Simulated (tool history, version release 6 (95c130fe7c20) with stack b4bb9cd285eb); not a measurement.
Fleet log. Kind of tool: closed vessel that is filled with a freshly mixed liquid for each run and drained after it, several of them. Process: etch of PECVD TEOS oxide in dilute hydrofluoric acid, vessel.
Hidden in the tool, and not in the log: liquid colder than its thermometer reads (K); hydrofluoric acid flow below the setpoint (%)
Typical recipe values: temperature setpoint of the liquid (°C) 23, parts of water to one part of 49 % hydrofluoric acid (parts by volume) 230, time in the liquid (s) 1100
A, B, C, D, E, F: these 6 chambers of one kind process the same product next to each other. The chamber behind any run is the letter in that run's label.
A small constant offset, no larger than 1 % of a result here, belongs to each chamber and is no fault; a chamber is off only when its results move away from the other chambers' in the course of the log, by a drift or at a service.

run	hour	temperature setpoint of the liquid (°C)	parts of water to one part of 49 % hydrofluoric acid (parts by volume)	time in the liquid (s)	hours since the thermometer was replaced	hours since the hydrofluoric acid flow meter was replaced	read-back film thickness of the PECVD TEOS oxide reference wafer, read on the same gauge (nm)	thickness taken off the PECVD TEOS oxide on a monitor wafer (nm)
1B	4.9	23	230	1100	946.3	418.9	80.02	33.557
2C	10	23	230	1100	730.3	1115.8	79.985	33.993
3D	14.3	23	230	1100	227.4	1265.8	80.075	34.292
4A	18.4	23	230	1100	192	439.4	80.02	33.89
5E	25	23	190	855	1160.7	207.4	79.979	32.896
6F	32.4	23	190	855	249.9	61	80.025	33.205
7D	37.4	23	190	855	250.5	1288.9	79.988	33.795
8A	42.1	23	190	855	215.7	463.1	79.991	33.36
9E	46.6	23	190	855	1182.3	229	80.032	33.565
10B	51.4	23	190	855	992.8	465.4	79.92	33.053
11C	58.8	23	230	1100	779.1	1164.6	79.966	34.379
12F	64	23	230	1100	281.5	92.6	80.034	33.973
13D	71.3	23	230	1100	284.4	1322.8	80.014	34.179
14C	76.8	23	230	1100	797.1	1182.6	80.024	34.3
15F	83.7	23	230	1100	301.2	112.3	80.003	34.164
16A	87.2	23	230	1100	260.8	508.2	79.965	33.834
17B	92.8	23	230	1100	1034.2	506.8	80.005	33.733
# hour 93.5: chamber B: thermometer replaced
18E	99.4	23	230	1100	1235.1	281.8	79.99	33.824
19F	104	23	230	1100	321.5	132.6	80.065	33.924
20A	108.8	23	230	1100	282.4	529.8	80.002	34.502
21C	112.2	23	230	1100	832.5	1218	79.994	33.981
22E	119.1	23	230	1100	1254.8	301.5	80.019	33.534
23B	123.3	23	230	1100	29.9	537.3	80.012	32.984
24D	130.1	23	230	1100	343.2	1381.6	80.008	34.369
25B	133.9	23	230	1100	40.5	547.9	79.989	33.6
26D	141.3	23	230	1100	354.4	1392.8	80.046	34.32
27C	147.4	23	230	1100	867.7	1253.2	79.979	33.965
28F	153.9	23	230	1100	371.4	182.5	79.978	34.393
29E	159.5	23	230	1100	1295.2	341.9	79.978	32.342
30A	166.4	23	230	1100	340	587.4	80.009	34.098
31D	173.5	23	125	515	386.6	1425	80	33.112
32B	181	23	125	515	87.6	595	80.007	32.714
33C	187.4	23	125	515	907.7	1293.2	79.953	32.589
34E	194	23	125	515	1329.7	376.4	80.007	31.755
35F	201.1	23	125	515	418.6	229.7	80.004	33.147
36A	205.8	23	125	515	379.4	626.8	79.953	32.51
37D	210.8	23	230	1100	423.9	1462.3	79.988	34.276
38F	218.3	23	230	1100	435.8	246.9	80.054	34.022
39A	223.2	23	230	1100	396.8	644.2	80.002	34.333

Which is it: a chamber that has drifted or been left off by a service, a gauge drift common to all chambers, or only each chamber's usual small offset? If a chamber is off, name it and its likeliest cause.

Little by little, chamber E moves away from the other chambers.
Likeliest cause: hydrofluoric acid flow below the setpoint (%) = 4.68.
The log may not separate it from: liquid colder than its thermometer reads (K).

Chamber E could run next with any of the 4 candidate recipes listed below; each alters the usual settings, and their results appear as question marks. Which one brings its results back in line with what the other chambers deliver on the usual settings?
In line here means within this much of the mean the other chambers give on the usual settings: thickness taken off the PECVD TEOS oxide on a monitor wafer (nm) 1
40E-1	228.8	23	255	1100				?
40E-2	228.8	23	235	1070				?
40E-3	228.8	23.5	210	1100				?
40E-4	228.8	23	220	1100				?

Usual-settings mean across the other chambers: thickness taken off the PECVD TEOS oxide on a monitor wafer (nm) 33.984
run	thickness taken off the PECVD TEOS oxide on a monitor wafer (nm)
40E-1	28.128
40E-2	30.358
40E-3	36.598
40E-4	33.912
Change 40E-4 lands the chamber within the allowed miss of the other chambers.
